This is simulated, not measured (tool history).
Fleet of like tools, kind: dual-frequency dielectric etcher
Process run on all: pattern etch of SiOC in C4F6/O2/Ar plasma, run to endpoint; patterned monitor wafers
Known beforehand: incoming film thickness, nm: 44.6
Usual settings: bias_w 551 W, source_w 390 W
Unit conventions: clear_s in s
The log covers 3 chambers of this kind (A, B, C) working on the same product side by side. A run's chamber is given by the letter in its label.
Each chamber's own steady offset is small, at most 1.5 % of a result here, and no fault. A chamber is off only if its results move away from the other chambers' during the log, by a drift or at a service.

run 1A hour=4.5 | bias_w=551 source_w=390 | clear_s=14.631
run 2C hour=10.5 | bias_w=551 source_w=390 | clear_s=14.391
run 3B hour=18.0 | bias_w=551 source_w=390 | clear_s=14.669
run 4A hour=25.4 | bias_w=551 source_w=390 | clear_s=14.611
run 5B hour=31.5 | bias_w=551 source_w=390 | clear_s=14.484
run 6C hour=37.7 | bias_w=551 source_w=390 | clear_s=14.382
run 7C hour=45.4 | bias_w=551 source_w=390 | clear_s=14.425
-- hour=46.0 chamber B: wet clean of the chamber
run 8A hour=50.6 | bias_w=551 source_w=390 | clear_s=14.909
-- hour=53.7 chamber C: wet clean of the chamber
run 9B hour=59.2 | bias_w=551 source_w=390 | clear_s=14.514
run 10C hour=66.5 | bias_w=551 source_w=490 | clear_s=13.370
run 11A hour=74.6 | bias_w=551 source_w=490 | clear_s=13.488
run 12B hour=80.9 | bias_w=551 source_w=490 | clear_s=13.433
run 13B hour=87.4 | bias_w=551 source_w=390 | clear_s=14.632
run 14A hour=94.7 | bias_w=551 source_w=390 | clear_s=14.828
run 15C hour=100.9 | bias_w=551 source_w=390 | clear_s=14.428
run 16A hour=106.6 | bias_w=551 source_w=390 | clear_s=14.895
run 17C hour=112.7 | bias_w=551 source_w=390 | clear_s=14.484
run 18B hour=119.8 | bias_w=551 source_w=390 | clear_s=14.589
run 19B hour=126.4 | bias_w=551 source_w=390 | clear_s=14.605
run 20A hour=131.7 | bias_w=551 source_w=320 | clear_s=16.213
run 21C hour=140.7 | bias_w=551 source_w=320 | clear_s=15.478
run 22B hour=145.3 | bias_w=551 source_w=320 | clear_s=15.718
run 23A hour=149.4 | bias_w=499 source_w=390 | clear_s=15.651
run 24C hour=156.5 | bias_w=499 source_w=390 | clear_s=14.943
run 25B hour=161.1 | bias_w=499 source_w=390 | clear_s=15.266

Is one chamber out of step, is the gauge drifting, or do the chambers differ by no more than their own small offsets? For an off chamber, give its letter and the likeliest cause.

It is chamber A that slowly wanders off from its peers.
Cause: etch rate under this chamber's usual, % = 3.09.

Here are 4 candidates for chamber A's next run, each the usual settings with a change, their results left as question marks. Which one brings its results back in line with what the others give on the usual settings?
In line here means within this much of the mean the other chambers give on the usual settings: clear_s 0.270 s
run 26A-1 hour=167.9 | bias_w=551 source_w=350 | clear_s=?
run 26A-2 hour=167.9 | bias_w=551 source_w=310 | clear_s=?
run 26A-3 hour=167.9 | bias_w=666 source_w=390 | clear_s=?
run 26A-4 hour=167.9 | bias_w=579 source_w=410 | clear_s=?

Other chambers, usual settings, mean: clear_s 14.531 s
run=26A-1 clear_s=15.675
run=26A-2 clear_s=16.393
run=26A-3 clear_s=13.993
run=26A-4 clear_s=14.507
26A-4 puts the chamber back in line with the other chambers.

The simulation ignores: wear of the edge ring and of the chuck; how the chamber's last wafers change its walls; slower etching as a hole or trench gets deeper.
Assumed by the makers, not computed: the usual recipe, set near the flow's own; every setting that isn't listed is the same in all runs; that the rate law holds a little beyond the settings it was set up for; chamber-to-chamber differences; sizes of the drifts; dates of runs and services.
